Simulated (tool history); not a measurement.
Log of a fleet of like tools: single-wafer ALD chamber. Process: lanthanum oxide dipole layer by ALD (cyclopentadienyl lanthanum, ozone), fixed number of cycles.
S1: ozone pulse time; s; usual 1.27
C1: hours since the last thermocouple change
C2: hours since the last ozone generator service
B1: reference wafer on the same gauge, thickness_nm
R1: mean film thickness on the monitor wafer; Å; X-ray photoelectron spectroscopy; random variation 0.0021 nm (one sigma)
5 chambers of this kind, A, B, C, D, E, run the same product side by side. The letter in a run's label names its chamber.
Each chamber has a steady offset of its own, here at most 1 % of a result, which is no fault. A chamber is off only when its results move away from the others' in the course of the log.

run,hour,S1,C1,C2,B1,R1
# hour 7.1: chamber A: thermocouple changed; heater temperature recalibrated
1C,12.1,1.27,1107.3,656.8,0.52619,5.2856
2A,24.3,1.27,17.2,107.0,0.52557,5.3190
3E,37.6,1.27,1665.5,901.4,0.52574,5.2973
4D,52.0,1.27,1927.2,609.7,0.52541,5.2601
# hour 54.8: chamber D: ozone generator serviced
5B,60.2,1.27,1354.9,892.1,0.52626,5.3505
6A,71.0,1.27,63.9,153.7,0.52595,5.3137
7E,77.5,1.27,1705.4,941.3,0.52611,5.2701
# hour 82.4: chamber C: ozone generator serviced
8B,91.6,1.51,1386.3,923.5,0.52578,5.5188
9D,98.3,1.51,1973.5,43.6,0.52617,5.4543
# hour 106.8: chamber E: ozone generator serviced
10C,110.1,1.51,1205.3,27.8,0.52602,5.4799
11C,123.8,1.51,1219.0,41.5,0.52626,5.4993
12B,136.1,1.51,1430.8,968.0,0.52618,5.5046
13A,146.8,1.27,139.7,229.5,0.52615,5.3350
14E,156.7,1.27,1784.6,49.9,0.52631,5.3070
15D,164.0,1.27,2039.2,109.3,0.52553,5.3069
16A,175.5,1.27,168.4,258.2,0.52577,5.3114
17D,188.2,0.89,2063.4,133.5,0.52580,4.7814
18B,199.5,0.89,1494.2,1031.4,0.52614,4.7104
19C,212.8,0.89,1308.0,130.5,0.52569,4.7682
20E,220.5,0.89,1848.4,113.7,0.52630,4.7720
21C,234.2,0.89,1329.4,151.9,0.52570,4.8042
22D,245.3,1.27,2120.5,190.6,0.52596,5.2785
23A,252.7,1.47,245.6,335.4,0.52603,5.4302
24B,263.6,1.47,1558.3,1095.5,0.52567,5.4049
25E,273.4,1.47,1901.3,166.6,0.52619,5.4464
26A,286.6,1.47,279.5,369.3,0.52618,5.4599
27D,295.5,1.47,2170.7,240.8,0.52627,5.4109
28E,304.9,1.54,1932.8,198.1,0.52628,5.4839
29B,316.1,1.54,1610.8,1148.0,0.52671,5.4308
30C,326.5,1.54,1421.7,244.2,0.52640,5.4760
31B,334.3,1.54,1629.0,1166.2,0.52620,5.3917
32A,343.4,1.54,336.3,426.1,0.52619,5.4963
33C,349.9,1.27,1445.1,267.6,0.52618,5.3191
34D,362.8,1.27,2238.0,308.1,0.52547,5.2929
35E,370.7,1.27,1998.6,263.9,0.52598,5.3270
36A,384.9,1.27,377.8,467.6,0.52692,5.3000

What goes on in this fleet: one chamber off, a drifting gauge, or nothing beyond the chambers' own small offsets? Name the chamber and the cause, if any.

Chamber B drifts away from the others.
Cause: ozone dose below that of a generator just serviced (%) = 17.5.

Here are 4 candidates for chamber B's next run, each the usual settings with a change, their results left as question marks. Which one brings its results back in line with what the others give on the usual settings?
In line means no further than this from the other chambers' mean on the usual settings: R1 0.0740 Å
37B-1,395.8,1.46,,,,?
37B-2,395.8,1.01,,,,?
37B-3,395.8,1.11,,,,?
37B-4,395.8,1.80,,,,?

The other chambers' mean on the usual settings: R1 5.3024 Å
run,R1
37B-1,5.2960
37B-2,4.7275
37B-3,4.8922
37B-4,5.5188
37B-1 brings the chamber back in line.
